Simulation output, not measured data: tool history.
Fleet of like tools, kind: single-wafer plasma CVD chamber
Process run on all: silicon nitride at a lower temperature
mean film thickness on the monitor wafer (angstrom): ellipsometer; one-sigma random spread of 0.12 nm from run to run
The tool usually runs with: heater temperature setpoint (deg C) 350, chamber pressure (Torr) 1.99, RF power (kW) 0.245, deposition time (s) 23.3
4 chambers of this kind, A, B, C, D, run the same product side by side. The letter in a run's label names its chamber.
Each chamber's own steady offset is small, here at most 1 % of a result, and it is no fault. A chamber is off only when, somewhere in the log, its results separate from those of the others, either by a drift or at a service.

run	hour	heater temperature setpoint (deg C)	chamber pressure (Torr)	RF power (kW)	deposition time (s)	read-back reference wafer on the same gauge, thickness_nm	mean film thickness on the monitor wafer (angstrom)
1C	11.4	350	1.99	0.245	23.3	23.432	253.08
2B	20.7	350	1.99	0.245	23.3	23.374	254.44
3A	32	350	1.99	0.245	23.3	23.413	251.67
4D	41.2	350	1.99	0.245	23.3	23.377	249.5
# hour 50.4: chamber B: RF generator calibrated
5D	50.7	350	1.99	0.245	23.3	23.387	251.88
6C	64.9	350	1.99	0.245	23.3	23.405	252.51
7A	77.3	350	1.99	0.245	23.3	23.364	252.75
8B	86.2	350	1.99	0.245	23.3	23.414	254.24
9A	96.6	350	1.99	0.245	23.3	23.39	253.22
10C	105.3	350	1.99	0.245	23.3	23.362	254.92
11B	116.9	350	1.99	0.245	23.3	23.436	254.92
12D	131.1	350	1.7	0.28	23.3	23.378	267.64
13A	140.5	350	1.7	0.28	23.3	23.397	264.47
14D	148.7	350	1.7	0.28	23.3	23.397	264.68
15B	157.4	350	1.7	0.28	23.3	23.386	265.39
16C	167.7	361	1.99	0.245	23.3	23.39	249.42
# hour 177: chamber A: capacitance manometer re-zeroed and calibrated
17D	182.1	361	1.99	0.245	23.3	23.437	252.05
18C	188.6	361	1.99	0.245	23.3	23.399	250.01
19B	197.9	361	1.99	0.245	23.3	23.429	253.21
20A	208.8	350	1.99	0.245	23.3	23.401	252.81
21A	218.2	350	1.99	0.245	23.3	23.395	251.31
22C	231.4	350	1.99	0.245	23.3	23.408	249.44
23D	238.8	345	1.99	0.245	23.3	23.372	254.86
24B	245.9	345	1.99	0.245	23.3	23.403	254.31
25A	254.2	345	1.99	0.245	23.3	23.351	251.8
26C	264.1	345	1.99	0.245	23.3	23.39	247.81
27B	278.6	350	1.99	0.245	23.3	23.414	255.53
28D	288.9	350	1.99	0.245	23.3	23.407	252.41
29B	295.7	350	1.54	0.245	21.3	23.42	218.03
30C	302.4	350	1.54	0.245	21.3	23.365	209.31
31D	313.2	350	1.54	0.245	21.3	23.415	213.34
32A	319.9	350	1.54	0.245	21.3	23.413	215.37
33B	333.8	350	1.99	0.245	23.3	23.396	254.2
34A	340.9	350	1.99	0.245	23.3	23.391	253.49
35D	351.2	350	1.99	0.245	23.3	23.37	251.37
36C	357.6	350	2.25	0.245	23.3	23.427	251.69
37C	365.8	350	2.25	0.245	23.3	23.375	251.33
38A	377.7	350	2.25	0.245	23.3	23.406	262.74
39B	389.5	350	2.25	0.245	23.3	23.39	260.86

For the next run the whole fleet of 4 chambers uses the same settings. Give each chamber's results:
40A	399.9	350	1.99	0.245	23.3		?
40B	399.9	350	1.99	0.245	23.3		?
40C	399.9	350	1.99	0.245	23.3		?
40D	399.9	350	1.99	0.245	23.3		?

run	mean film thickness on the monitor wafer (angstrom)
40A	253.24
40B	255.4
40C	241.58
40D	250.35
